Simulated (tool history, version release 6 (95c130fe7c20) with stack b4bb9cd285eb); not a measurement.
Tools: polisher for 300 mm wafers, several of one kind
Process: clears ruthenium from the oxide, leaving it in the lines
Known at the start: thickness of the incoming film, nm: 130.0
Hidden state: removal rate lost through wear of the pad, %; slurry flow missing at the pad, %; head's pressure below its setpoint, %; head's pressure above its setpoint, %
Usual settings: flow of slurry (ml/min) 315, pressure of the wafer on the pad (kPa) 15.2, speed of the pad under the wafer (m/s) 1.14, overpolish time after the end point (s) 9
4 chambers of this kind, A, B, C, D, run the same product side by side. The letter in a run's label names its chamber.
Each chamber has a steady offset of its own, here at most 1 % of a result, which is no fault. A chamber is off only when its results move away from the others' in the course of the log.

| run | hour | flow of slurry (ml/min) | pressure of the wafer on the pad (kPa) | speed of the pad under the wafer (m/s) | overpolish time after the end point (s) | wafers polished on this pad | hours since the slurry nozzle was cleaned | hours since the head pressure was calibrated | time until the end point was called (s) |
|---|---|---|---|---|---|---|---|---|---|
| 1A | 6.8 | 315 | 15.2 | 1.14 | 9 | 253 | 464.2 | 637.4 | 108.17 |
| 2C | 21.1 | 315 | 15.2 | 1.14 | 9 | 608 | 21.5 | 952.2 | 108.51 |
| 3D | 29.4 | 315 | 15.2 | 1.14 | 9 | 905 | 149.4 | 91.1 | 107.86 |
|  | 35.7 | chamber B: worn pad replaced by a new one |
|  | 37.4 | chamber A: worn pad replaced by a new one |
| 4B | 37.7 | 315 | 15.2 | 1.14 | 9 | 16 | 531 | 908.8 | 109.52 |
| 5D | 44.8 | 315 | 15.2 | 1.14 | 9 | 1027 | 164.8 | 106.5 | 107.13 |
| 6A | 56.4 | 315 | 13.1 | 1.14 | 9 | 150 | 513.8 | 687 | 122.74 |
|  | 60.7 | chamber D: worn pad replaced by a new one |
| 7B | 69.9 | 315 | 13.1 | 1.14 | 9 | 271 | 563.2 | 941 | 128.85 |
| 8C | 78.2 | 315 | 13.1 | 1.14 | 9 | 1061 | 78.6 | 1009.3 | 126.91 |
| 9D | 85.8 | 315 | 13.1 | 1.14 | 9 | 199 | 205.8 | 147.5 | 126.18 |
|  | 88.4 | chamber C: worn pad replaced by a new one |
| 10B | 97.3 | 315 | 15.2 | 1.14 | 9 | 488 | 590.6 | 968.4 | 109.84 |
|  | 104.9 | chamber B: slurry nozzle cleaned |
| 11A | 107.6 | 315 | 17.2 | 1.28 | 9 | 556 | 565 | 738.2 | 84.496 |
| 12C | 116.6 | 315 | 17.2 | 1.28 | 9 | 223 | 117 | 1047.7 | 84.452 |
|  | 117.2 | chamber A: worn pad replaced by a new one |
| 13B | 129.4 | 315 | 17.2 | 1.28 | 9 | 742 | 24.5 | 1000.5 | 83.421 |
| 14A | 139 | 315 | 17.2 | 1.28 | 9 | 172 | 596.4 | 769.6 | 83.231 |
|  | 144.6 | chamber C: head pressure recalibrated |
| 15D | 149.3 | 315 | 15.2 | 1.14 | 9 | 702 | 269.3 | 211 | 108.4 |
| 16C | 157 | 315 | 15.2 | 1.14 | 9 | 543 | 157.4 | 12.5 | 100.12 |
| 17A | 172.2 | 315 | 15.2 | 1.14 | 9 | 435 | 629.6 | 802.8 | 107.18 |
| 18C | 185.4 | 315 | 15.2 | 1.14 | 9 | 768 | 185.8 | 40.9 | 101.04 |
|  | 186.9 | chamber A: worn pad replaced by a new one |
|  | 189.9 | chamber D: worn pad replaced by a new one |
|  | 196.4 | chamber B: head pressure recalibrated |
| 19B | 196.7 | 315 | 15.2 | 1.14 | 9 | 1276 | 91.8 | 0.3 | 106.94 |
| 20D | 206.9 | 315 | 15.2 | 1.14 | 9 | 135 | 326.9 | 268.6 | 107.55 |
| 21D | 219.4 | 315 | 15.2 | 1.14 | 9 | 234 | 339.4 | 281.1 | 107.29 |
|  | 222.4 | chamber C: worn pad replaced by a new one |
| 22C | 226.8 | 315 | 15.2 | 1.14 | 9 | 35 | 227.2 | 82.3 | 98.97 |
|  | 227.1 | chamber B: worn pad replaced by a new one |
| 23A | 237 | 315 | 15.2 | 1.14 | 9 | 397 | 694.4 | 867.6 | 106.39 |
|  | 240.5 | chamber D: slurry nozzle cleaned |
|  | 245.2 | chamber A: slurry nozzle cleaned |
| 24B | 250.6 | 315 | 15.2 | 1.14 | 9 | 186 | 145.7 | 54.2 | 108.76 |
|  | 258.7 | chamber A: worn pad replaced by a new one |
| 25B | 263.8 | 315 | 15.2 | 1.14 | 9 | 291 | 158.9 | 67.4 | 109.55 |
| 26A | 278.9 | 315 | 15.2 | 1.14 | 9 | 160 | 33.8 | 909.5 | 106.99 |
| 27D | 287.3 | 315 | 15.2 | 1.14 | 9 | 772 | 46.9 | 349 | 106.7 |

Next, every chamber runs the same settings. What will each give?
| 28A | 298.3 | 315 | 11 | 1.14 | 9 |  |  |  | ? |
| 28B | 298.3 | 315 | 11 | 1.14 | 9 |  |  |  | ? |
| 28C | 298.3 | 315 | 11 | 1.14 | 9 |  |  |  | ? |
| 28D | 298.3 | 315 | 11 | 1.14 | 9 |  |  |  | ? |

| run | time until the end point was called (s) |
|---|---|
| 28A | 146.67 |
| 28B | 147.07 |
| 28C | 139.86 |
| 28D | 148.97 |

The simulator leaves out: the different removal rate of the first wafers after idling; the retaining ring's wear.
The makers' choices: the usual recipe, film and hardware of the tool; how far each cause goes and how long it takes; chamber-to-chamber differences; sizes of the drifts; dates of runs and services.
